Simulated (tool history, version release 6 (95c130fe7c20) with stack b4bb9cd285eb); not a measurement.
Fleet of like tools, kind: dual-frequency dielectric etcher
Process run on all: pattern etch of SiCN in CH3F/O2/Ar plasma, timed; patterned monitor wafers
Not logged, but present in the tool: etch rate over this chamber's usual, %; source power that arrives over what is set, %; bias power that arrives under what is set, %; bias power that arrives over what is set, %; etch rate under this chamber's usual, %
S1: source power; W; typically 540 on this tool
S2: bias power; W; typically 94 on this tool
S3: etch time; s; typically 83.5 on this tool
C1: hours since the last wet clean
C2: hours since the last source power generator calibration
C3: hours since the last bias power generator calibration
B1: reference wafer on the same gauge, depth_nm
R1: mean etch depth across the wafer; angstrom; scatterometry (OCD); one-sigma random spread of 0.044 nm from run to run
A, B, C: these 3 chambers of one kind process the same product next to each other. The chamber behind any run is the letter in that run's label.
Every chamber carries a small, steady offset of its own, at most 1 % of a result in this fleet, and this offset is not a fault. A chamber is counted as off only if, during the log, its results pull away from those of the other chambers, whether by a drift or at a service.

{"run": "1C", "hour": 4.6, "S1": 540, "S2": 94, "S3": 83.5, "C1": 349.7, "C2": 2846.3, "C3": 1040.2, "B1": 32.498, "R1": 387.79}
{"run": "2A", "hour": 9.2, "S1": 540, "S2": 94, "S3": 83.5, "C1": 126.1, "C2": 2309.7, "C3": 440.1, "B1": 32.499, "R1": 387.53}
{"run": "3B", "hour": 15.1, "S1": 540, "S2": 94, "S3": 83.5, "C1": 110.7, "C2": 2002.8, "C3": 587.8, "B1": 32.484, "R1": 383.62}
{"run": "4C", "hour": 19.2, "S1": 540, "S2": 94, "S3": 83.5, "C1": 364.3, "C2": 2860.9, "C3": 1054.8, "B1": 32.486, "R1": 387.56}
{"run": "5B", "hour": 23.4, "S1": 540, "S2": 94, "S3": 83.5, "C1": 119.0, "C2": 2011.1, "C3": 596.1, "B1": 32.476, "R1": 383.66}
{"run": "6A", "hour": 29.6, "S1": 540, "S2": 94, "S3": 83.5, "C1": 146.5, "C2": 2330.1, "C3": 460.5, "B1": 32.482, "R1": 387.16}
{"run": "7C", "hour": 37.1, "S1": 540, "S2": 94, "S3": 83.5, "C1": 382.2, "C2": 2878.8, "C3": 1072.7, "B1": 32.478, "R1": 387.32}
{"run": "8A", "hour": 43.0, "S1": 540, "S2": 94, "S3": 83.5, "C1": 159.9, "C2": 2343.5, "C3": 473.9, "B1": 32.48, "R1": 387.37}
{"run": "9B", "hour": 48.2, "S1": 540, "S2": 94, "S3": 83.5, "C1": 143.8, "C2": 2035.9, "C3": 620.9, "B1": 32.456, "R1": 384.45}
{"run": "10C", "hour": 55.4, "S1": 540, "S2": 94, "S3": 63.5, "C1": 400.5, "C2": 2897.1, "C3": 1091.0, "B1": 32.466, "R1": 294.25}
{"run": "11B", "hour": 60.0, "S1": 540, "S2": 94, "S3": 63.5, "C1": 155.6, "C2": 2047.7, "C3": 632.7, "B1": 32.448, "R1": 291.7}
{"run": "12A", "hour": 67.4, "S1": 540, "S2": 94, "S3": 63.5, "C1": 184.3, "C2": 2367.9, "C3": 498.3, "B1": 32.459, "R1": 294.07}
{"run": "13B", "hour": 73.8, "S1": 540, "S2": 94, "S3": 83.5, "C1": 169.4, "C2": 2061.5, "C3": 646.5, "B1": 32.44, "R1": 382.81}
{"run": "14A", "hour": 79.1, "S1": 540, "S2": 84, "S3": 83.5, "C1": 196.0, "C2": 2379.6, "C3": 510.0, "B1": 32.446, "R1": 371.92}
{"run": "15C", "hour": 83.8, "S1": 540, "S2": 84, "S3": 83.5, "C1": 428.9, "C2": 2925.5, "C3": 1119.4, "B1": 32.432, "R1": 371.11}
{"run": "16C", "hour": 90.2, "S1": 540, "S2": 84, "S3": 83.5, "C1": 435.3, "C2": 2931.9, "C3": 1125.8, "B1": 32.44, "R1": 371.46}
{"run": "17A", "hour": 96.6, "S1": 540, "S2": 94, "S3": 83.5, "C1": 213.5, "C2": 2397.1, "C3": 527.5, "B1": 32.435, "R1": 387.22}
{"run": "18B", "hour": 101.7, "S1": 540, "S2": 94, "S3": 83.5, "C1": 197.3, "C2": 2089.4, "C3": 674.4, "B1": 32.428, "R1": 382.89}
{"run": "19B", "hour": 106.2, "S1": 540, "S2": 94, "S3": 83.5, "C1": 201.8, "C2": 2093.9, "C3": 678.9, "B1": 32.419, "R1": 383.42}
{"run": "20C", "hour": 110.3, "S1": 540, "S2": 94, "S3": 83.5, "C1": 455.4, "C2": 2952.0, "C3": 1145.9, "B1": 32.42, "R1": 386.55}
{"run": "21A", "hour": 115.9, "S1": 540, "S2": 94, "S3": 83.5, "C1": 232.8, "C2": 2416.4, "C3": 546.8, "B1": 32.418, "R1": 387.2}
{"run": "22B", "hour": 120.4, "S1": 540, "S2": 94, "S3": 83.5, "C1": 216.0, "C2": 2108.1, "C3": 693.1, "B1": 32.418, "R1": 383.41}
{"run": "23C", "hour": 128.2, "S1": 540, "S2": 94, "S3": 83.5, "C1": 473.3, "C2": 2969.9, "C3": 1163.8, "B1": 32.406, "R1": 387.01}
{"run": "24A", "hour": 132.4, "S1": 540, "S2": 94, "S3": 83.5, "C1": 249.3, "C2": 2432.9, "C3": 563.3, "B1": 32.399, "R1": 386.52}
{"run": "25C", "hour": 136.5, "S1": 540, "S2": 94, "S3": 83.5, "C1": 481.6, "C2": 2978.2, "C3": 1172.1, "B1": 32.396, "R1": 387.09}
{"run": "26B", "hour": 142.7, "S1": 540, "S2": 94, "S3": 83.5, "C1": 238.3, "C2": 2130.4, "C3": 715.4, "B1": 32.393, "R1": 382.64}
{"run": "27A", "hour": 150.1, "S1": 540, "S2": 94, "S3": 83.5, "C1": 267.0, "C2": 2450.6, "C3": 581.0, "B1": 32.395, "R1": 386.66}
{"run": "28B", "hour": 153.7, "S1": 540, "S2": 94, "S3": 83.5, "C1": 249.3, "C2": 2141.4, "C3": 726.4, "B1": 32.39, "R1": 382.37}
{"run": "29A", "hour": 157.2, "S1": 540, "S2": 94, "S3": 83.5, "C1": 274.1, "C2": 2457.7, "C3": 588.1, "B1": 32.392, "R1": 386.3}
{"run": "30C", "hour": 161.2, "S1": 540, "S2": 94, "S3": 83.5, "C1": 506.3, "C2": 3002.9, "C3": 1196.8, "B1": 32.394, "R1": 386.15}
{"run": "31A", "hour": 168.1, "S1": 540, "S2": 94, "S3": 83.5, "C1": 285.0, "C2": 2468.6, "C3": 599.0, "B1": 32.379, "R1": 385.85}
{"run": "32C", "hour": 172.0, "S1": 540, "S2": 94, "S3": 83.5, "C1": 517.1, "C2": 3013.7, "C3": 1207.6, "B1": 32.374, "R1": 385.81}
{"run": "33B", "hour": 177.1, "S1": 540, "S2": 94, "S3": 75.0, "C1": 272.7, "C2": 2164.8, "C3": 749.8, "B1": 32.376, "R1": 343.44}
{"run": "34A", "hour": 181.0, "S1": 540, "S2": 94, "S3": 75.0, "C1": 297.9, "C2": 2481.5, "C3": 611.9, "B1": 32.375, "R1": 347.15}
{"run": "35B", "hour": 187.0, "S1": 540, "S2": 94, "S3": 75.0, "C1": 282.6, "C2": 2174.7, "C3": 759.7, "B1": 32.359, "R1": 343.18}
{"run": "36C", "hour": 190.8, "S1": 540, "S2": 94, "S3": 83.5, "C1": 535.9, "C2": 3032.5, "C3": 1226.4, "B1": 32.361, "R1": 385.92}
{"run": "37A", "hour": 195.4, "S1": 540, "S2": 94, "S3": 83.5, "C1": 312.3, "C2": 2495.9, "C3": 626.3, "B1": 32.359, "R1": 386.19}
{"run": "38C", "hour": 202.9, "S1": 540, "S2": 94, "S3": 83.5, "C1": 548.0, "C2": 3044.6, "C3": 1238.5, "B1": 32.361, "R1": 385.97}
{"run": "39B", "hour": 207.8, "S1": 540, "S2": 105, "S3": 83.5, "C1": 303.4, "C2": 2195.5, "C3": 780.5, "B1": 32.351, "R1": 398.45}

One chamber off, gauge drift, or nothing amiss beyond the chambers' own small offsets? If it is a chamber, which one, and what is the likeliest cause?

The shared gauge is drifting. All chambers look as if they move in step, but none is off.
What lies behind it: gauge reads low (%) = 0.473.
